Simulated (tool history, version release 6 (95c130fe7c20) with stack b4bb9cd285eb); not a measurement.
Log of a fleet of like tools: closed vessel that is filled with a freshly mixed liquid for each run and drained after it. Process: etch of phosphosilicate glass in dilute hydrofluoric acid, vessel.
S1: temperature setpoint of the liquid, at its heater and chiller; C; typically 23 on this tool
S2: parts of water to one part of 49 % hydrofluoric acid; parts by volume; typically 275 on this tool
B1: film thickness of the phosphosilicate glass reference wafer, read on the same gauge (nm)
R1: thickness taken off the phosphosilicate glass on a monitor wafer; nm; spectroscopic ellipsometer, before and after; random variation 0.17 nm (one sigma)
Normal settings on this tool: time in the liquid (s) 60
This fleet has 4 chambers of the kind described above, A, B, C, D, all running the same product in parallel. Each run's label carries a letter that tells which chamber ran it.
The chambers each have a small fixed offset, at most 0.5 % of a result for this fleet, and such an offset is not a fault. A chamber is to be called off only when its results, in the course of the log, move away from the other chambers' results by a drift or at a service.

Run 1B, hour 5.4: usual settings; B1 80.005. Result: R1 17.0690 nm.
At hour 13.1: chamber D: hydrofluoric acid flow meter replaced.
Run 2D, hour 15.1: usual settings; B1 79.983. Result: R1 17.0050 nm.
Run 3A, hour 22.9: usual settings; B1 79.999. Result: R1 16.9190 nm.
Run 4C, hour 31.1: usual settings; B1 79.994. Result: R1 16.6440 nm.
Run 5C, hour 41.4: usual settings; B1 79.983. Result: R1 16.7190 nm.
Run 6A, hour 46.6: usual settings; B1 79.996. Result: R1 17.0150 nm.
Run 7D, hour 51.5: usual settings; B1 80.009. Result: R1 17.0440 nm.
Run 8B, hour 59.4: usual settings but time in the liquid (s) 90; B1 80.006. Result: R1 25.7740 nm.
Run 9C, hour 70.2: usual settings but time in the liquid (s) 90; B1 80.011. Result: R1 25.5400 nm.
Run 10B, hour 76.1: usual settings but time in the liquid (s) 90; B1 80.026. Result: R1 25.4010 nm.
Run 11A, hour 80.8: usual settings but time in the liquid (s) 90; B1 79.989. Result: R1 25.6290 nm.
Run 12D, hour 87.9: usual settings but time in the liquid (s) 30; B1 80.004. Result: R1 8.6033 nm.
Run 13A, hour 97.6: usual settings but time in the liquid (s) 30; B1 80.003. Result: R1 8.4290 nm.
Run 14C, hour 104.7: usual settings but time in the liquid (s) 30; B1 80.017. Result: R1 8.3960 nm.
Run 15B, hour 112.6: usual settings but time in the liquid (s) 30; B1 80.011. Result: R1 8.4716 nm.
Run 16D, hour 121.3: usual settings; B1 80.015. Result: R1 17.0100 nm.
Run 17B, hour 130.3: usual settings; B1 79.995. Result: R1 16.9500 nm.
Run 18C, hour 140.2: usual settings; B1 80.023. Result: R1 16.8990 nm.
Run 19A, hour 145.0: usual settings; B1 79.997. Result: R1 16.8950 nm.
Run 20D, hour 152.3: usual settings; B1 79.975. Result: R1 17.1020 nm.
Run 21B, hour 158.7: usual settings; B1 80.006. Result: R1 17.0180 nm.
Run 22D, hour 163.5: usual settings; B1 80.018. Result: R1 16.6480 nm.
At hour 168.4: chamber B: thermometer replaced.
Run 23C, hour 169.0: usual settings; B1 80.020. Result: R1 16.6680 nm.
Run 24A, hour 179.0: usual settings but S2 400 parts by volume; B1 80.020. Result: R1 10.3190 nm.
Run 25B, hour 188.7: usual settings but S2 400 parts by volume; B1 79.993. Result: R1 10.4220 nm.
Run 26D, hour 199.5: usual settings but S2 400 parts by volume; B1 80.005. Result: R1 10.5320 nm.
Run 27C, hour 205.0: usual settings but S2 400 parts by volume; B1 80.008. Result: R1 10.3810 nm.
Run 28A, hour 215.2: usual settings; B1 79.995. Result: R1 16.7830 nm.
At hour 222.4: chamber C: hydrofluoric acid flow meter replaced.
Run 29B, hour 226.1: usual settings but time in the liquid (s) 85; B1 79.981. Result: R1 23.9040 nm.
Run 30C, hour 237.1: usual settings but time in the liquid (s) 85; B1 80.011. Result: R1 24.4670 nm.
Run 31D, hour 246.5: usual settings but time in the liquid (s) 85; B1 80.018. Result: R1 24.0730 nm.

All chambers now run identical settings, listed one chamber a line with results as question marks. What results will each chamber show?
Run 32A, hour 254.4: usual settings but time in the liquid (s) 40. Result: R1 ?.
Run 32B, hour 254.4: usual settings but time in the liquid (s) 40. Result: R1 ?.
Run 32C, hour 254.4: usual settings but time in the liquid (s) 40. Result: R1 ?.
Run 32D, hour 254.4: usual settings but time in the liquid (s) 40. Result: R1 ?.

run       R1
32A  11.2890
32B  11.3740
32C  11.1840
32D  11.3200
